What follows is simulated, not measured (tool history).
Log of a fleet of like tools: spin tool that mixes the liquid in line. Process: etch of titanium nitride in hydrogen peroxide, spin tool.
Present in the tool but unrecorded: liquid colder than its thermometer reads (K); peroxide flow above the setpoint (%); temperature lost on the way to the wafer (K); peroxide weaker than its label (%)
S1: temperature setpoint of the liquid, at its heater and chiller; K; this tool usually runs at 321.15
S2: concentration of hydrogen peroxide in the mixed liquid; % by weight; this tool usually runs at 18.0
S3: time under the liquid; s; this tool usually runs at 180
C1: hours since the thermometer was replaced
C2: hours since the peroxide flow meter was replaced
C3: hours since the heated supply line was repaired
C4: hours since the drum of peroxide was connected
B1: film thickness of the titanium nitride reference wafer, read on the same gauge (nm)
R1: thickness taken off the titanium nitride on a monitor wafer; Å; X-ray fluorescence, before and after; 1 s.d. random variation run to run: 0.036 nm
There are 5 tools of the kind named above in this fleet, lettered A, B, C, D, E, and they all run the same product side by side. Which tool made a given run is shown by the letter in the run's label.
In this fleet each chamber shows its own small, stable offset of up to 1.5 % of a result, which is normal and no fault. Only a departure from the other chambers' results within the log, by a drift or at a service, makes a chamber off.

run,day,S1,S2,S3,C1,C2,C3,C4,B1,R1
1A,0.150,321.15,18.0,180,699.7,508.9,594.3,9.3,29.997,92.136
2C,0.238,321.15,18.0,180,1823.6,848.8,1467.9,268.8,30.020,92.807
3B,0.371,321.15,18.0,180,1315.5,576.5,1031.0,650.1,29.993,92.182
4E,0.446,321.15,18.0,180,1074.1,418.3,544.3,264.7,30.018,91.606
5D,0.571,321.15,18.0,180,583.4,545.5,818.8,536.2,29.990,92.503
6E,0.725,321.15,18.0,180,1080.8,425.0,551.0,271.4,30.003,92.123
7D,0.896,321.15,18.0,180,591.2,553.3,826.6,544.0,29.998,93.156
8B,1.008,321.15,18.0,180,1330.8,591.8,1046.3,665.4,30.017,92.844
# day 1.129: chamber B: thermometer replaced
9A,1.129,321.15,18.0,180,723.2,532.4,617.8,32.8,29.973,91.955
10C,1.296,321.15,18.0,180,1849.0,874.2,1493.3,294.2,29.998,92.140
11D,1.417,321.15,18.0,180,603.7,565.8,839.1,556.5,30.000,92.879
12E,1.579,321.15,22.5,260,1101.3,445.5,571.5,291.9,29.985,139.270
13C,1.692,321.15,22.5,260,1858.5,883.7,1502.8,303.7,29.993,139.740
14A,1.821,321.15,22.5,260,739.8,549.0,634.4,49.4,30.008,138.610
15B,1.967,321.15,22.5,260,20.1,614.8,1069.3,688.4,30.015,141.310
16C,2.071,321.15,22.5,260,1867.6,892.8,1511.9,312.8,29.979,140.050
# day 2.088: chamber C: new drum of peroxide connected
17E,2.162,321.15,16.0,95,1115.3,459.5,585.5,305.9,30.019,47.234
18A,2.329,321.15,16.0,95,752.0,561.2,646.6,61.6,29.990,46.735
19B,2.500,321.15,16.0,95,32.9,627.6,1082.1,701.2,29.964,48.326
20D,2.621,321.15,16.0,95,632.6,594.7,868.0,585.4,30.018,47.858
# day 2.725: chamber D: thermometer replaced
# day 2.729: chamber E: thermometer replaced
21E,2.754,321.15,16.0,95,0.7,473.7,599.7,320.1,29.987,47.486
22A,2.871,326.15,23.0,180,765.0,574.2,659.6,74.6,29.999,135.570
23D,3.000,326.15,23.0,180,6.7,603.8,877.1,594.5,29.994,140.350
24C,3.133,326.15,23.0,180,1893.1,918.3,1537.4,25.2,30.016,138.770
25B,3.267,326.15,23.0,180,51.3,646.0,1100.5,719.6,30.022,141.790
26A,3.342,326.15,23.0,180,776.3,585.5,670.9,85.9,29.985,134.220
# day 3.392: chamber B: new drum of peroxide connected
27B,3.433,321.15,18.0,180,55.3,650.0,1104.5,1.0,30.009,92.202
28D,3.512,321.15,18.0,180,19.0,616.1,889.4,606.8,30.014,92.950
29E,3.638,321.15,18.0,180,21.9,494.9,620.9,341.3,30.001,91.893
30C,3.742,313.15,15.5,180,1907.7,932.9,1552.0,39.8,29.997,49.224
31D,3.883,313.15,15.5,180,27.9,625.0,898.3,615.7,30.018,49.502
32E,4.042,313.15,15.5,180,31.6,504.6,630.6,351.0,29.988,49.019
33C,4.208,313.15,15.5,180,1918.9,944.1,1563.2,51.0,30.005,48.888

Next, all 5 chambers run the settings below, one line each with question marks for the results. What does each chamber give?
34A,4.333,321.15,22.0,180,,,,,,?
34B,4.333,321.15,22.0,180,,,,,,?
34C,4.333,321.15,22.0,180,,,,,,?
34D,4.333,321.15,22.0,180,,,,,,?
34E,4.333,321.15,22.0,180,,,,,,?

run,R1
34A,93.334
34B,96.239
34C,96.344
34D,97.260
34E,95.891

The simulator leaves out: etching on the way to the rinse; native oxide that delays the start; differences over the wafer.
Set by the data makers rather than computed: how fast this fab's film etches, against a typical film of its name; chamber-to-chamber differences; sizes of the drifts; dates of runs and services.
